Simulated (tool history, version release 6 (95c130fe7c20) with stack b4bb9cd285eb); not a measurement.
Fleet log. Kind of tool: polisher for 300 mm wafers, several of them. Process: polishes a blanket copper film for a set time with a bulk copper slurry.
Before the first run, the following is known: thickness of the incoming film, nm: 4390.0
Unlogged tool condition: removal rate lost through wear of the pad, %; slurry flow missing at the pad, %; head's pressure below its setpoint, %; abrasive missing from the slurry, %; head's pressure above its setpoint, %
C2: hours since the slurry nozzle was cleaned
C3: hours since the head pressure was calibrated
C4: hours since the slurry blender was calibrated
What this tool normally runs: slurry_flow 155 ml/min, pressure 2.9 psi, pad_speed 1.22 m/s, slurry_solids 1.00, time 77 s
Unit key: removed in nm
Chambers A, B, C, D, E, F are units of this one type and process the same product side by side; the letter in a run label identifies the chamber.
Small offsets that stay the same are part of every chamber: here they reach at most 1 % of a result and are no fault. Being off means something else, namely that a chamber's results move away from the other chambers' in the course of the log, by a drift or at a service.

{"run": "1C", "hour": 5.1, "slurry_flow": 155, "pressure": 2.9, "pad_speed": 1.22, "slurry_solids": 1.0, "time": 77, "wafers polished on this pad": 223, "C2": 8.0, "C3": 818.8, "C4": 51.3, "removed": 1067.9}
{"run": "2F", "hour": 9.9, "slurry_flow": 155, "pressure": 2.9, "pad_speed": 1.22, "slurry_solids": 1.0, "time": 77, "wafers polished on this pad": 427, "C2": 231.9, "C3": 209.2, "C4": 42.6, "removed": 1062.2}
{"run": "3B", "hour": 15.0, "slurry_flow": 155, "pressure": 2.9, "pad_speed": 1.22, "slurry_solids": 1.0, "time": 77, "wafers polished on this pad": 492, "C2": 137.8, "C3": 1480.5, "C4": 399.3, "removed": 1061.2}
{"run": "4A", "hour": 19.5, "slurry_flow": 155, "pressure": 2.9, "pad_speed": 1.22, "slurry_solids": 1.0, "time": 77, "wafers polished on this pad": 343, "C2": 119.0, "C3": 541.9, "C4": 68.9, "removed": 1069.4}
{"hour": 22.2, "done": "chamber E: slurry nozzle cleaned"}
{"run": "5E", "hour": 23.5, "slurry_flow": 155, "pressure": 2.9, "pad_speed": 1.22, "slurry_solids": 1.0, "time": 77, "wafers polished on this pad": 189, "C2": 1.3, "C3": 1051.4, "C4": 127.5, "removed": 1069.4}
{"run": "6D", "hour": 27.2, "slurry_flow": 155, "pressure": 2.9, "pad_speed": 1.22, "slurry_solids": 1.0, "time": 77, "wafers polished on this pad": 341, "C2": 410.7, "C3": 146.8, "C4": 86.9, "removed": 1047.0}
{"run": "7E", "hour": 31.3, "slurry_flow": 155, "pressure": 2.9, "pad_speed": 1.22, "slurry_solids": 1.0, "time": 77, "wafers polished on this pad": 233, "C2": 9.1, "C3": 1059.2, "C4": 135.3, "removed": 1067.0}
{"hour": 32.0, "done": "chamber B: slurry blender recalibrated"}
{"hour": 33.9, "done": "chamber B: worn pad replaced by a new one"}
{"run": "8A", "hour": 35.6, "slurry_flow": 155, "pressure": 2.9, "pad_speed": 1.22, "slurry_solids": 1.0, "time": 77, "wafers polished on this pad": 433, "C2": 135.1, "C3": 558.0, "C4": 85.0, "removed": 1061.2}
{"run": "9C", "hour": 38.4, "slurry_flow": 155, "pressure": 2.9, "pad_speed": 1.22, "slurry_solids": 1.0, "time": 77, "wafers polished on this pad": 409, "C2": 41.3, "C3": 852.1, "C4": 84.6, "removed": 1079.5}
{"run": "10D", "hour": 40.8, "slurry_flow": 155, "pressure": 2.9, "pad_speed": 1.22, "slurry_solids": 1.0, "time": 77, "wafers polished on this pad": 417, "C2": 424.3, "C3": 160.4, "C4": 100.5, "removed": 1061.1}
{"run": "11B", "hour": 43.3, "slurry_flow": 155, "pressure": 2.9, "pad_speed": 1.22, "slurry_solids": 1.0, "time": 77, "wafers polished on this pad": 52, "C2": 166.1, "C3": 1508.8, "C4": 11.3, "removed": 1073.2}
{"run": "12F", "hour": 46.4, "slurry_flow": 155, "pressure": 2.9, "pad_speed": 1.22, "slurry_solids": 1.0, "time": 77, "wafers polished on this pad": 630, "C2": 268.4, "C3": 245.7, "C4": 79.1, "removed": 1049.5}
{"hour": 50.1, "done": "chamber F: worn pad replaced by a new one"}
{"run": "13D", "hour": 52.0, "slurry_flow": 155, "pressure": 2.9, "pad_speed": 1.22, "slurry_solids": 1.0, "time": 77, "wafers polished on this pad": 480, "C2": 435.5, "C3": 171.6, "C4": 111.7, "removed": 1075.9}
{"run": "14C", "hour": 55.7, "slurry_flow": 155, "pressure": 2.9, "pad_speed": 1.22, "slurry_solids": 1.0, "time": 77, "wafers polished on this pad": 505, "C2": 58.6, "C3": 869.4, "C4": 101.9, "removed": 1080.0}
{"hour": 55.8, "done": "chamber D: slurry blender recalibrated"}
{"run": "15B", "hour": 59.2, "slurry_flow": 155, "pressure": 2.9, "pad_speed": 1.22, "slurry_solids": 1.0, "time": 77, "wafers polished on this pad": 141, "C2": 182.0, "C3": 1524.7, "C4": 27.2, "removed": 1052.0}
{"hour": 61.6, "done": "chamber B: head pressure recalibrated"}
{"run": "16F", "hour": 64.2, "slurry_flow": 155, "pressure": 2.9, "pad_speed": 1.22, "slurry_solids": 1.0, "time": 77, "wafers polished on this pad": 78, "C2": 286.2, "C3": 263.5, "C4": 96.9, "removed": 1052.9}
{"hour": 64.6, "done": "chamber D: slurry nozzle cleaned"}
{"run": "17A", "hour": 68.4, "slurry_flow": 155, "pressure": 2.9, "pad_speed": 1.22, "slurry_solids": 1.0, "time": 77, "wafers polished on this pad": 616, "C2": 167.9, "C3": 590.8, "C4": 117.8, "removed": 1029.6}
{"hour": 70.6, "done": "chamber A: slurry blender recalibrated"}
{"hour": 70.6, "done": "chamber D: worn pad replaced by a new one"}
{"run": "18E", "hour": 74.0, "slurry_flow": 155, "pressure": 2.9, "pad_speed": 1.22, "slurry_solids": 1.0, "time": 77, "wafers polished on this pad": 471, "C2": 51.8, "C3": 1101.9, "C4": 178.0, "removed": 1071.4}
{"run": "19A", "hour": 77.4, "slurry_flow": 155, "pressure": 2.9, "pad_speed": 1.22, "slurry_solids": 1.0, "time": 77, "wafers polished on this pad": 666, "C2": 176.9, "C3": 599.8, "C4": 6.8, "removed": 1015.9}
{"run": "20C", "hour": 81.8, "slurry_flow": 155, "pressure": 2.9, "pad_speed": 1.22, "slurry_solids": 1.0, "time": 77, "wafers polished on this pad": 651, "C2": 84.7, "C3": 895.5, "C4": 128.0, "removed": 1081.9}
{"run": "21E", "hour": 86.4, "slurry_flow": 155, "pressure": 2.9, "pad_speed": 1.22, "slurry_solids": 1.0, "time": 77, "wafers polished on this pad": 540, "C2": 64.2, "C3": 1114.3, "C4": 190.4, "removed": 1064.5}
{"run": "22D", "hour": 90.6, "slurry_flow": 155, "pressure": 2.9, "pad_speed": 1.22, "slurry_solids": 1.0, "time": 77, "wafers polished on this pad": 112, "C2": 26.1, "C3": 210.2, "C4": 34.9, "removed": 1059.6}
{"run": "23F", "hour": 94.3, "slurry_flow": 155, "pressure": 2.9, "pad_speed": 1.22, "slurry_solids": 1.0, "time": 77, "wafers polished on this pad": 246, "C2": 316.3, "C3": 293.6, "C4": 127.0, "removed": 1064.8}
{"run": "24B", "hour": 96.8, "slurry_flow": 155, "pressure": 2.9, "pad_speed": 1.22, "slurry_solids": 1.0, "time": 77, "wafers polished on this pad": 351, "C2": 219.6, "C3": 35.3, "C4": 64.8, "removed": 1082.3}
{"run": "25C", "hour": 100.8, "slurry_flow": 155, "pressure": 2.9, "pad_speed": 1.22, "slurry_solids": 1.15, "time": 77, "wafers polished on this pad": 757, "C2": 103.7, "C3": 914.5, "C4": 147.0, "removed": 1097.6}
{"run": "26D", "hour": 103.7, "slurry_flow": 155, "pressure": 2.9, "pad_speed": 1.22, "slurry_solids": 1.15, "time": 77, "wafers polished on this pad": 185, "C2": 39.2, "C3": 223.3, "C4": 48.0, "removed": 1086.9}
{"run": "27F", "hour": 108.5, "slurry_flow": 155, "pressure": 2.9, "pad_speed": 1.22, "slurry_solids": 1.15, "time": 77, "wafers polished on this pad": 325, "C2": 330.5, "C3": 307.8, "C4": 141.2, "removed": 1102.2}
{"hour": 110.8, "done": "chamber F: head pressure recalibrated"}
{"run": "28E", "hour": 112.4, "slurry_flow": 155, "pressure": 2.9, "pad_speed": 1.22, "slurry_solids": 1.15, "time": 77, "wafers polished on this pad": 685, "C2": 90.2, "C3": 1140.3, "C4": 216.4, "removed": 1113.4}
{"hour": 116.6, "done": "chamber C: slurry blender recalibrated"}
{"run": "29B", "hour": 117.2, "slurry_flow": 155, "pressure": 2.9, "pad_speed": 1.22, "slurry_solids": 1.15, "time": 77, "wafers polished on this pad": 464, "C2": 240.0, "C3": 55.7, "C4": 85.2, "removed": 1116.9}
{"run": "30A", "hour": 122.1, "slurry_flow": 155, "pressure": 2.9, "pad_speed": 1.22, "slurry_solids": 1.15, "time": 77, "wafers polished on this pad": 915, "C2": 221.6, "C3": 644.5, "C4": 51.5, "removed": 1008.9}
{"run": "31E", "hour": 125.7, "slurry_flow": 155, "pressure": 2.9, "pad_speed": 1.48, "slurry_solids": 0.9, "time": 77, "wafers polished on this pad": 759, "C2": 103.5, "C3": 1153.6, "C4": 229.7, "removed": 1290.9}
{"run": "32C", "hour": 128.3, "slurry_flow": 155, "pressure": 2.9, "pad_speed": 1.48, "slurry_solids": 0.9, "time": 77, "wafers polished on this pad": 910, "C2": 131.2, "C3": 942.0, "C4": 11.8, "removed": 1282.7}
{"run": "33F", "hour": 133.2, "slurry_flow": 155, "pressure": 2.9, "pad_speed": 1.48, "slurry_solids": 0.9, "time": 77, "wafers polished on this pad": 463, "C2": 355.2, "C3": 22.4, "C4": 165.9, "removed": 1239.9}
{"run": "34D", "hour": 138.1, "slurry_flow": 155, "pressure": 2.9, "pad_speed": 1.48, "slurry_solids": 0.9, "time": 77, "wafers polished on this pad": 376, "C2": 73.6, "C3": 257.7, "C4": 82.4, "removed": 1251.5}
{"hour": 138.5, "done": "chamber A: worn pad replaced by a new one"}
{"run": "35B", "hour": 143.8, "slurry_flow": 155, "pressure": 2.9, "pad_speed": 1.48, "slurry_solids": 0.9, "time": 77, "wafers polished on this pad": 613, "C2": 266.6, "C3": 82.3, "C4": 111.8, "removed": 1264.2}
{"hour": 148.8, "done": "chamber B: worn pad replaced by a new one"}
{"run": "36A", "hour": 149.2, "slurry_flow": 155, "pressure": 2.9, "pad_speed": 1.48, "slurry_solids": 0.9, "time": 77, "wafers polished on this pad": 59, "C2": 248.7, "C3": 671.6, "C4": 78.6, "removed": 1120.5}
{"run": "37F", "hour": 154.8, "slurry_flow": 155, "pressure": 2.9, "pad_speed": 1.22, "slurry_solids": 1.0, "time": 77, "wafers polished on this pad": 583, "C2": 376.8, "C3": 44.0, "C4": 187.5, "removed": 1057.5}
{"run": "38A", "hour": 159.1, "slurry_flow": 155, "pressure": 2.9, "pad_speed": 1.22, "slurry_solids": 1.0, "time": 77, "wafers polished on this pad": 114, "C2": 258.6, "C3": 681.5, "C4": 88.5, "removed": 959.31}
{"run": "39D", "hour": 162.4, "slurry_flow": 155, "pressure": 2.9, "pad_speed": 1.22, "slurry_solids": 1.0, "time": 77, "wafers polished on this pad": 512, "C2": 97.9, "C3": 282.0, "C4": 106.7, "removed": 1078.0}
{"run": "40B", "hour": 167.3, "slurry_flow": 155, "pressure": 2.9, "pad_speed": 1.22, "slurry_solids": 1.0, "time": 77, "wafers polished on this pad": 103, "C2": 290.1, "C3": 105.8, "C4": 135.3, "removed": 1061.1}

All 6 chambers run these settings next. Forecast each chamber's results:
{"run": "41A", "hour": 171.3, "slurry_flow": 155, "pressure": 2.9, "pad_speed": 0.9, "slurry_solids": 1.0, "time": 77, "removed": "?"}
{"run": "41B", "hour": 171.3, "slurry_flow": 155, "pressure": 2.9, "pad_speed": 0.9, "slurry_solids": 1.0, "time": 77, "removed": "?"}
{"run": "41C", "hour": 171.3, "slurry_flow": 155, "pressure": 2.9, "pad_speed": 0.9, "slurry_solids": 1.0, "time": 77, "removed": "?"}
{"run": "41D", "hour": 171.3, "slurry_flow": 155, "pressure": 2.9, "pad_speed": 0.9, "slurry_solids": 1.0, "time": 77, "removed": "?"}
{"run": "41E", "hour": 171.3, "slurry_flow": 155, "pressure": 2.9, "pad_speed": 0.9, "slurry_solids": 1.0, "time": 77, "removed": "?"}
{"run": "41F", "hour": 171.3, "slurry_flow": 155, "pressure": 2.9, "pad_speed": 0.9, "slurry_solids": 1.0, "time": 77, "removed": "?"}

run=41A removed=681.29
run=41B removed=798.26
run=41C removed=791.70
run=41D removed=787.71
run=41E removed=780.22
run=41F removed=786.43
